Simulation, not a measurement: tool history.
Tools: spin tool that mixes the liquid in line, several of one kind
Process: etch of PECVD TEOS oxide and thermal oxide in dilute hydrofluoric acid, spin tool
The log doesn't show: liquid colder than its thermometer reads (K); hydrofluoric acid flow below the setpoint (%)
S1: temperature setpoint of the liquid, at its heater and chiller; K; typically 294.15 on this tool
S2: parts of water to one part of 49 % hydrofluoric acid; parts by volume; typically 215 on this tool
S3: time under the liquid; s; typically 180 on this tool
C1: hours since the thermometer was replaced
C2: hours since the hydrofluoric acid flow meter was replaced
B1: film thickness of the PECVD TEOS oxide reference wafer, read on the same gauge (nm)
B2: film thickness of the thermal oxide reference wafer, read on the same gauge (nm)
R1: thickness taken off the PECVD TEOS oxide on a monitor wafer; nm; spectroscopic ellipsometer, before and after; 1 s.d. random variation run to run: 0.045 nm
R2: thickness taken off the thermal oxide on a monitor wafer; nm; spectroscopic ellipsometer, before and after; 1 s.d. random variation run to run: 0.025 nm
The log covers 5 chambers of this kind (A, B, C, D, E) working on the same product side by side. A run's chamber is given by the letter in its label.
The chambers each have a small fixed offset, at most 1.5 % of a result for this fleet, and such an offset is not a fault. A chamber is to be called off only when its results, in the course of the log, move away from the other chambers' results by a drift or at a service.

run,hour,S1,S2,S3,C1,C2,B1,B2,R1,R2
1B,4.6,294.15,215,180,1211.6,444.6,129.96,99.963,5.6509,3.1719
2D,9.5,294.15,215,180,1510.3,250.3,130.01,100.000,5.6607,3.1346
3E,12.4,294.15,215,180,95.5,145.1,130.01,99.956,5.5196,3.1919
# hour 13.0: chamber C: thermometer replaced
4A,16.7,294.15,215,180,628.0,343.6,129.98,100.020,5.6219,3.1355
5C,19.9,294.15,215,180,7.0,1862.8,129.99,99.977,5.5442,3.1460
6C,23.3,294.15,215,180,10.4,1866.2,129.98,100.040,5.5295,3.0977
7B,28.0,296.15,215,180,1235.0,468.0,130.01,99.956,6.1464,3.4335
8A,33.0,296.15,215,180,644.3,359.9,130.01,99.977,6.0317,3.3382
9E,38.0,296.15,215,180,121.1,170.7,129.99,99.978,5.9666,3.3313
10D,40.9,296.15,215,180,1541.7,281.7,130.04,99.980,6.0852,3.3501
11D,45.7,296.15,215,180,1546.5,286.5,130.01,99.954,6.1645,3.3239
12C,50.8,294.15,215,180,37.9,1893.7,129.99,99.982,5.5753,3.1371
13E,53.9,294.15,215,180,137.0,186.6,130.00,100.010,5.4882,3.0990
14A,58.1,294.15,215,180,669.4,385.0,130.00,99.980,5.6208,3.1184
15B,60.6,294.15,215,180,1267.6,500.6,129.96,99.987,5.6857,3.1193
16D,63.9,294.15,215,180,1564.7,304.7,130.01,100.040,5.6908,3.1347
17B,68.2,294.15,215,180,1275.2,508.2,130.00,100.010,5.6716,3.1386
18C,72.1,294.15,215,180,59.2,1915.0,130.01,99.969,5.5531,3.0925
19A,75.4,294.15,215,260,686.7,402.3,130.00,99.987,8.0783,4.4738
20E,80.7,294.15,215,260,163.8,213.4,129.98,99.973,7.8256,4.3550
21B,83.8,294.15,215,260,1290.8,523.8,130.00,99.969,8.1027,4.5507
22C,87.6,294.15,215,260,74.7,1930.5,130.01,99.998,8.0956,4.4583
23E,91.3,294.15,215,260,174.4,224.0,130.04,100.060,7.9399,4.3139
24A,93.8,294.15,215,180,705.1,420.7,130.01,99.976,5.6753,3.1401
25D,99.1,294.15,215,180,1599.9,339.9,129.99,99.982,5.6570,3.1487
26D,103.8,294.15,215,180,1604.6,344.6,129.98,100.020,5.6155,3.1188
27B,107.8,294.15,215,180,1314.8,547.8,130.01,100.040,5.5827,3.1445
28A,112.1,294.15,215,180,723.4,439.0,129.97,99.991,5.5689,3.1095
29E,115.5,294.15,215,180,198.6,248.2,130.00,100.010,5.3313,2.9490
30C,118.3,294.15,215,180,105.4,1961.2,130.01,100.010,5.5937,3.1192
31C,122.4,297.15,280,180,109.5,1965.3,130.03,99.959,4.4877,2.4656

Decide between three cases: one chamber stands off from its peers, the gauge reading all wafers drifts, or nothing is wrong past each chamber's small offset. Where a chamber is off, say which and what most likely put it there.

It is chamber E that slowly wanders off from its peers.
Most likely cause: hydrofluoric acid flow below the setpoint (%) = 5.26.
The log may not separate it from: liquid colder than its thermometer reads (K).

Here are 4 candidates for chamber E's next run, each the usual settings with a change, their results left as question marks. Which one brings its results back in line with what the others give on the usual settings?
Allowed miss from the other chambers' usual-settings mean, per result, to count as in line: R1 0.1600 nm; R2 0.0870 nm
32E-1,126.2,294.15,225,170,,,,,?,?
32E-2,126.2,294.15,205,190,,,,,?,?
32E-3,126.2,294.15,210,185,,,,,?,?
32E-4,126.2,294.15,220,175,,,,,?,?

What the other chambers average on the usual settings: R1 5.6100 nm; R2 3.1262 nm
run,R1,R2
32E-1,4.6906,2.6231
32E-2,5.8801,3.2882
32E-3,5.5584,3.1084
32E-4,4.9649,2.7765
32E-3 puts the chamber back in line with the other chambers.
